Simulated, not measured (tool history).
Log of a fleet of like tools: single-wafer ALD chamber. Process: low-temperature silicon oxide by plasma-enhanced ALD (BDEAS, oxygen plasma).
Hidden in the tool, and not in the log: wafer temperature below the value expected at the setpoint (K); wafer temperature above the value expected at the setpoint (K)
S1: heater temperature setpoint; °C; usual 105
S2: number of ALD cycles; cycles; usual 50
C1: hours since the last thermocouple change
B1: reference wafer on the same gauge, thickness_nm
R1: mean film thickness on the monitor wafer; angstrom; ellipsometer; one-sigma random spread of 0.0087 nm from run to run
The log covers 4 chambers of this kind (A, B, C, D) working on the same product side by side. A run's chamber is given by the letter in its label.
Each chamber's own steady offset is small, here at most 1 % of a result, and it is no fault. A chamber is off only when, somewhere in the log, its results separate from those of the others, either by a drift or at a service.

run,hour,S1,S2,C1,B1,R1
1D,5.6,105,50,912,7.6074,71.274
2B,9.1,105,50,1388.3,7.6076,71.095
3A,15.7,105,50,1295.8,7.607,70.245
4C,19.9,105,50,102.4,7.6048,70.177
5B,24.5,105,50,1403.7,7.6041,71.112
6A,30.2,96,50,1310.3,7.6056,71.783
7D,33.5,96,50,939.9,7.6023,72.855
8C,36.8,96,50,119.3,7.6044,71.979
9C,40.7,96,50,123.2,7.6033,71.873
10A,44.8,105,50,1324.9,7.6003,70.145
# hour 46.4: chamber A: thermocouple changed; heater temperature recalibrated
11D,48.1,105,50,954.5,7.603,71.087
12B,51.3,105,50,1430.5,7.6018,71.202
13D,56.9,105,50,963.3,7.6,71.118
14B,62.9,105,50,1442.1,7.5988,71.114
15A,69.1,105,50,22.8,7.5985,70.119
16C,72.1,105,50,154.6,7.5992,70.244
17A,75.6,105,50,29.3,7.5972,70.138
18B,79,105,50,1458.2,7.5966,71.155
19D,85.2,105,50,991.6,7.5953,71.251
20C,88.4,105,50,170.9,7.5938,70.162
21B,91.4,105,50,1470.6,7.5946,71.185
22A,97.8,105,50,51.5,7.595,70.114
23D,104.5,105,50,1010.9,7.5929,71.024
24C,111,105,50,193.5,7.5925,70.049
25B,116.9,105,50,1496.1,7.591,70.956
26C,122.7,105,50,205.2,7.5876,70.269
27D,127.3,91,57,1033.7,7.5893,84.329
28A,130.3,91,57,84,7.5849,82.978
29A,134.5,91,57,88.2,7.5856,83.263
30D,139.9,91,57,1046.3,7.588,84.448
31B,144.9,105,50,1524.1,7.5861,70.983
32C,151.6,110,46,234.1,7.5862,63.982
33D,157.2,110,46,1063.6,7.5826,64.645
34A,163.7,110,46,117.4,7.5811,63.814
# hour 168: chamber B: thermocouple changed; heater temperature recalibrated
35C,168.8,110,46,251.3,7.5832,63.825
36B,175.8,105,50,7.9,7.5787,71.094
37A,182.6,105,50,136.3,7.5773,69.775
38D,186.9,105,50,1093.3,7.5774,70.96
39C,191.5,105,50,274,7.5761,70.009
40B,195,105,50,27.1,7.576,70.934
41B,200.6,105,56,32.7,7.5738,79.41
42C,206.2,105,56,288.7,7.5749,78.406
43D,212.6,105,56,1119,7.5726,79.433

Next, all 4 chambers run the settings below, one line each with question marks for the results. What does each chamber give?
44A,217.6,105,45,,,?
44B,217.6,105,45,,,?
44C,217.6,105,45,,,?
44D,217.6,105,45,,,?

run,R1
44A,62.743
44B,63.779
44C,62.96
44D,63.751
